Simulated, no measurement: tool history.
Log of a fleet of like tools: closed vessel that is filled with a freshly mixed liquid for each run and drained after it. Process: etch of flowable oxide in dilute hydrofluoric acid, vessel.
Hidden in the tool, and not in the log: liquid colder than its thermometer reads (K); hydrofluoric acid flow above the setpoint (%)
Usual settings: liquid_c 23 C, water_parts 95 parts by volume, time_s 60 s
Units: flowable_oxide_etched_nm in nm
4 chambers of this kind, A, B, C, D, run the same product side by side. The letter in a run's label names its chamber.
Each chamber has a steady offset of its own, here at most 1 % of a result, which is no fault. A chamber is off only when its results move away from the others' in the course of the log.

| run | day | liquid_c | water_parts | time_s | hours since the thermometer was replaced | hours since the hydrofluoric acid flow meter was replaced | read-back film thickness of the flowable oxide reference wafer, read on the same gauge (nm) | flowable_oxide_etched_nm |
|---|---|---|---|---|---|---|---|---|
| 1C | 0.117 | 23 | 95 | 60 | 860.1 | 1880.1 | 70.016 | 41.873 |
| 2D | 0.292 | 23 | 95 | 60 | 1109.7 | 94.0 | 69.988 | 42.242 |
| 3A | 0.446 | 23 | 95 | 60 | 734.6 | 598.5 | 69.978 | 41.800 |
| 4B | 0.558 | 23 | 95 | 60 | 1162.6 | 112.3 | 70.019 | 42.487 |
| 5D | 0.675 | 23 | 95 | 60 | 1118.9 | 103.2 | 69.994 | 42.071 |
| 6B | 0.846 | 23 | 95 | 60 | 1169.5 | 119.2 | 70.012 | 41.943 |
| 7A | 0.979 | 23 | 95 | 60 | 747.4 | 611.3 | 69.919 | 41.878 |
| 8C | 1.083 | 23 | 95 | 60 | 883.3 | 1903.3 | 70.054 | 41.326 |
| 9C | 1.208 | 23 | 95 | 60 | 886.3 | 1906.3 | 69.988 | 41.135 |
| 10D | 1.304 | 23 | 95 | 60 | 1134.0 | 118.3 | 69.993 | 41.979 |
| 11A | 1.433 | 23 | 95 | 50 | 758.3 | 622.2 | 70.013 | 34.958 |
| 12B | 1.617 | 23 | 95 | 50 | 1188.0 | 137.7 | 69.968 | 35.432 |
| 13D | 1.708 | 23 | 95 | 50 | 1143.7 | 128.0 | 69.999 | 35.064 |
| 14C | 1.821 | 23 | 95 | 50 | 901.0 | 1921.0 | 69.989 | 34.107 |
| 15A | 1.946 | 23 | 95 | 60 | 770.6 | 634.5 | 69.983 | 42.112 |
| 16B | 2.088 | 23 | 95 | 60 | 1199.3 | 149.0 | 69.988 | 42.581 |
| 17A | 2.262 | 23 | 95 | 60 | 778.2 | 642.1 | 69.992 | 41.936 |
| 18C | 2.429 | 23 | 95 | 60 | 915.6 | 1935.6 | 69.997 | 40.649 |
| 19D | 2.517 | 23 | 95 | 60 | 1163.1 | 147.4 | 70.026 | 42.266 |
| 20B | 2.679 | 23 | 135 | 60 | 1213.5 | 163.2 | 70.003 | 28.236 |
| 21B | 2.825 | 23 | 135 | 60 | 1217.0 | 166.7 | 69.958 | 28.350 |
| 22A | 2.996 | 23 | 135 | 60 | 795.8 | 659.7 | 70.020 | 28.288 |
| 23D | 3.162 | 23 | 135 | 60 | 1178.6 | 162.9 | 69.990 | 28.356 |
| 24C | 3.342 | 23 | 95 | 60 | 937.5 | 1957.5 | 70.002 | 39.932 |
| 25D | 3.450 | 23 | 95 | 60 | 1185.5 | 169.8 | 70.043 | 42.175 |
| 26B | 3.588 | 27 | 145 | 60 | 1235.3 | 185.0 | 69.997 | 30.290 |
| 27C | 3.721 | 27 | 145 | 60 | 946.6 | 1966.6 | 70.049 | 28.945 |
| 28A | 3.804 | 27 | 145 | 60 | 815.2 | 679.1 | 70.002 | 30.178 |
| 29A | 3.942 | 27 | 145 | 60 | 818.5 | 682.4 | 69.997 | 30.560 |
| 30D | 4.125 | 23 | 95 | 60 | 1201.7 | 186.0 | 70.013 | 41.691 |
| 31C | 4.212 | 23 | 95 | 60 | 958.4 | 1978.4 | 70.040 | 39.640 |
| 32B | 4.333 | 23 | 95 | 60 | 1253.2 | 202.9 | 69.983 | 42.187 |
| 33D | 4.475 | 23 | 95 | 60 | 1210.1 | 194.4 | 69.966 | 41.856 |
| 34C | 4.596 | 23 | 95 | 60 | 967.6 | 1987.6 | 70.023 | 39.682 |

Is one chamber off against the others, does the gauge drift, or is nothing wrong? If a chamber is off, say which, and what the likeliest cause is.

Chamber C drifts away from the others.
Cause: liquid colder than its thermometer reads (K) = 1.45.
The log may not tell that from: hydrofluoric acid flow below the setpoint (%).

Here are 4 candidates for chamber C's next run, each the usual settings with a change, their results left as question marks. Which one brings its results back in line with what the others give on the usual settings?
In line means no further than this from the other chambers' mean on the usual settings: flowable_oxide_etched_nm 0.750 nm
| 35C-1 | 4.733 | 22.5 | 105 | 60 |  |  |  | ? |
| 35C-2 | 4.733 | 23.0 | 90 | 65 |  |  |  | ? |
| 35C-3 | 4.733 | 21.5 | 95 | 60 |  |  |  | ? |
| 35C-4 | 4.733 | 23.0 | 90 | 60 |  |  |  | ? |

The other chambers' mean on the usual settings: flowable_oxide_etched_nm 42.133 nm
| run | flowable_oxide_etched_nm |
|---|---|
| 35C-1 | 34.596 |
| 35C-2 | 45.408 |
| 35C-3 | 37.149 |
| 35C-4 | 41.915 |
35C-4 brings the chamber back in line.

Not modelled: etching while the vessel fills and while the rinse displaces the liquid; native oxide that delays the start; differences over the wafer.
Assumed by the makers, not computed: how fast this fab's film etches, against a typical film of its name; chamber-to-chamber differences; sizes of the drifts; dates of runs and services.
